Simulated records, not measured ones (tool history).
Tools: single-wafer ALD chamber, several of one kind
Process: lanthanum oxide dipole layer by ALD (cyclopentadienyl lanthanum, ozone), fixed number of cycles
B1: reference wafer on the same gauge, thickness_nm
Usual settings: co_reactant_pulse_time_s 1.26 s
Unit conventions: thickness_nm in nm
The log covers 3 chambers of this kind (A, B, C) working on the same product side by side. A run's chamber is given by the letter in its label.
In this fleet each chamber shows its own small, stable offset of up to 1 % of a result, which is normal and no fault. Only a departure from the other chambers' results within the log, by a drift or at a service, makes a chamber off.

{"run": "1B", "hour": 4.9, "co_reactant_pulse_time_s": 1.26, "B1": 0.49886, "thickness_nm": 0.52973}
{"run": "2A", "hour": 10.9, "co_reactant_pulse_time_s": 1.26, "B1": 0.49863, "thickness_nm": 0.53368}
{"run": "3C", "hour": 16.9, "co_reactant_pulse_time_s": 1.26, "B1": 0.49839, "thickness_nm": 0.53407}
{"run": "4A", "hour": 20.2, "co_reactant_pulse_time_s": 1.26, "B1": 0.49865, "thickness_nm": 0.53352}
{"run": "5B", "hour": 23.2, "co_reactant_pulse_time_s": 1.26, "B1": 0.49836, "thickness_nm": 0.52888}
{"run": "6C", "hour": 26.5, "co_reactant_pulse_time_s": 1.26, "B1": 0.49834, "thickness_nm": 0.53347}
{"run": "7B", "hour": 30.2, "co_reactant_pulse_time_s": 1.26, "B1": 0.49821, "thickness_nm": 0.53046}
{"run": "8C", "hour": 36.0, "co_reactant_pulse_time_s": 1.26, "B1": 0.49817, "thickness_nm": 0.53441}
{"run": "9A", "hour": 40.0, "co_reactant_pulse_time_s": 1.26, "B1": 0.49802, "thickness_nm": 0.53091}
{"run": "10A", "hour": 46.0, "co_reactant_pulse_time_s": 1.26, "B1": 0.49779, "thickness_nm": 0.5311}
{"run": "11B", "hour": 49.9, "co_reactant_pulse_time_s": 1.26, "B1": 0.49768, "thickness_nm": 0.52941}
{"run": "12C", "hour": 54.0, "co_reactant_pulse_time_s": 1.26, "B1": 0.49753, "thickness_nm": 0.53386}
{"hour": 58.5, "done": "chamber B: thermocouple changed; heater temperature recalibrated"}
{"run": "13B", "hour": 59.3, "co_reactant_pulse_time_s": 1.68, "B1": 0.49745, "thickness_nm": 0.55399}
{"run": "14C", "hour": 63.8, "co_reactant_pulse_time_s": 1.68, "B1": 0.49722, "thickness_nm": 0.55983}
{"run": "15A", "hour": 67.7, "co_reactant_pulse_time_s": 1.68, "B1": 0.4973, "thickness_nm": 0.55643}
{"run": "16B", "hour": 72.1, "co_reactant_pulse_time_s": 1.26, "B1": 0.4972, "thickness_nm": 0.52997}
{"run": "17A", "hour": 76.6, "co_reactant_pulse_time_s": 0.89, "B1": 0.49729, "thickness_nm": 0.4809}
{"run": "18C", "hour": 79.5, "co_reactant_pulse_time_s": 0.89, "B1": 0.4969, "thickness_nm": 0.48239}
{"run": "19A", "hour": 83.9, "co_reactant_pulse_time_s": 0.89, "B1": 0.49697, "thickness_nm": 0.48025}
{"run": "20B", "hour": 86.7, "co_reactant_pulse_time_s": 1.26, "B1": 0.49676, "thickness_nm": 0.52828}
{"run": "21C", "hour": 91.6, "co_reactant_pulse_time_s": 0.83, "B1": 0.49656, "thickness_nm": 0.47023}
{"run": "22A", "hour": 94.5, "co_reactant_pulse_time_s": 0.83, "B1": 0.49662, "thickness_nm": 0.46913}
{"run": "23B", "hour": 99.7, "co_reactant_pulse_time_s": 0.83, "B1": 0.49642, "thickness_nm": 0.46314}
{"run": "24C", "hour": 105.8, "co_reactant_pulse_time_s": 1.26, "B1": 0.49627, "thickness_nm": 0.53403}
{"run": "25A", "hour": 111.8, "co_reactant_pulse_time_s": 0.93, "B1": 0.49589, "thickness_nm": 0.4875}
{"run": "26B", "hour": 114.6, "co_reactant_pulse_time_s": 0.93, "B1": 0.49585, "thickness_nm": 0.48215}
{"run": "27C", "hour": 119.3, "co_reactant_pulse_time_s": 0.93, "B1": 0.496, "thickness_nm": 0.48892}

Read the log: is a single chamber off, either drifting away or since a service, is the gauge that measures every chamber drifting, or is nothing wrong beyond small per-chamber offsets? Name any odd chamber and what most likely caused it.

No chamber is off; the gauge reading every chamber's wafers drifts, which makes the whole fleet appear to move together.
What lies behind it: gauge reads low (%) = 0.637.
